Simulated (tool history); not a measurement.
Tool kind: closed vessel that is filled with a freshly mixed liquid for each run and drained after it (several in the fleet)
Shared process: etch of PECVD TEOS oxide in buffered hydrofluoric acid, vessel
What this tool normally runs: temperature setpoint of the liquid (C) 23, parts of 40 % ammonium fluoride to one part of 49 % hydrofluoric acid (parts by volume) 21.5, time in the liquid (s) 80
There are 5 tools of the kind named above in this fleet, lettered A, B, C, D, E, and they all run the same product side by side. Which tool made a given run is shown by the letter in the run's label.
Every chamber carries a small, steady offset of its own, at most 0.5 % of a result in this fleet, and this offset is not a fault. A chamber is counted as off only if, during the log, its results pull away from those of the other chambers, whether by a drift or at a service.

run,hour,temperature setpoint of the liquid (C),parts of 40 % ammonium fluoride to one part of 49 % hydrofluoric acid (parts by volume),time in the liquid (s),hours since the thermometer was replaced,hours since the hydrofluoric acid flow meter was replaced,"read-back film thickness of the PECVD TEOS oxide reference wafer, read on the same gauge (nm)",thickness taken off the PECVD TEOS oxide on a monitor wafer (angstrom)
1C,9.0,23,21.5,80,531.2,866.5,149.99,488.06
2E,21.5,23,21.5,80,494.1,651.5,150.03,488.31
3A,28.2,23,21.5,80,806.1,1023.4,150.00,488.68
4B,36.3,23,21.5,80,173.3,1069.8,150.02,485.94
# hour 40.6: chamber E: hydrofluoric acid flow meter replaced
5D,44.5,23,21.5,80,371.9,224.4,150.00,486.60
6D,54.0,23,21.5,80,381.4,233.9,150.01,489.30
7E,65.1,23,21.5,80,537.7,24.5,149.98,487.18
8A,72.3,23,21.5,80,850.2,1067.5,149.99,489.85
9C,83.6,23,21.5,80,605.8,941.1,149.99,491.07
10B,94.3,23,21.5,80,231.3,1127.8,150.01,489.21
11A,105.9,23,21.5,80,883.8,1101.1,149.99,489.45
12E,116.6,23,21.5,80,589.2,76.0,150.01,488.25
13B,129.1,23,21.5,80,266.1,1162.6,150.02,489.52
14D,139.4,23,21.5,80,466.8,319.3,149.97,490.92
15C,152.3,23,21.5,80,674.5,1009.8,149.98,487.59
16E,161.1,23,21.5,125,633.7,120.5,149.98,762.12
17D,169.4,23,21.5,125,496.8,349.3,150.00,768.21
18A,179.9,23,21.5,125,957.8,1175.1,150.03,766.79
19C,189.8,23,21.5,125,712.0,1047.3,150.00,763.54
20B,199.6,23,21.5,125,336.6,1233.1,150.00,760.23
21E,209.8,23,21.5,80,682.4,169.2,150.00,487.29
22A,221.3,23,21.5,80,999.2,1216.5,150.02,493.22
23B,234.2,23,21.5,80,371.2,1267.7,149.99,482.74
24C,243.3,23,21.5,80,765.5,1100.8,149.99,488.34
25D,250.5,23,21.5,80,577.9,430.4,150.02,489.30
26B,262.3,23,28.5,120,399.3,1295.8,150.04,600.61
27A,275.0,23,28.5,120,1052.9,1270.2,150.01,614.54
28D,288.0,23,28.5,120,615.4,467.9,150.03,603.16
29C,301.0,23,28.5,120,823.2,1158.5,149.99,603.78
30E,314.0,23,28.5,120,786.6,273.4,150.00,601.33
31E,326.1,23,21.5,80,798.7,285.5,149.99,489.94
32C,338.9,23,21.5,80,861.1,1196.4,150.00,490.64
33A,347.8,23,21.5,80,1125.7,1343.0,149.98,505.64
34D,360.1,23,21.5,80,687.5,540.0,150.00,489.26
35B,370.2,23,16.0,80,507.2,1403.7,149.97,642.71
36D,380.4,23,16.0,80,707.8,560.3,150.03,646.18
37A,388.3,23,16.0,80,1166.2,1383.5,150.01,675.15
38B,396.2,23,16.0,80,533.2,1429.7,150.02,639.76
39E,404.9,23,16.0,80,877.5,364.3,149.97,642.29

Is one chamber off against the others, does the gauge drift, or is nothing wrong? If a chamber is off, say which, and what the likeliest cause is.

Chamber A drifts away from the others.
Cause: hydrofluoric acid flow above the setpoint (%) = 6.51.
From this log alone, it may not be told apart from: liquid hotter than its thermometer reads (K).

Chamber A could run next with any of the 4 candidate recipes listed below; each alters the usual settings, and their results appear as question marks. Which one brings its results back in line with what the other chambers deliver on the usual settings?
To be in line, a result may differ from the other chambers' mean on the usual settings by at most: thickness taken off the PECVD TEOS oxide on a monitor wafer (angstrom) 5.60
40A-1,414.4,22.5,22.0,80,,,,?
40A-2,414.4,23.0,21.0,80,,,,?
40A-3,414.4,23.0,22.0,80,,,,?
40A-4,414.4,23.5,21.0,80,,,,?

The mean the other chambers reach with the usual settings: thickness taken off the PECVD TEOS oxide on a monitor wafer (angstrom) 488.52
run,thickness taken off the PECVD TEOS oxide on a monitor wafer (angstrom)
40A-1,488.96
40A-2,520.91
40A-3,502.64
40A-4,535.43
With 40A-1, the chamber falls back in line with the rest.
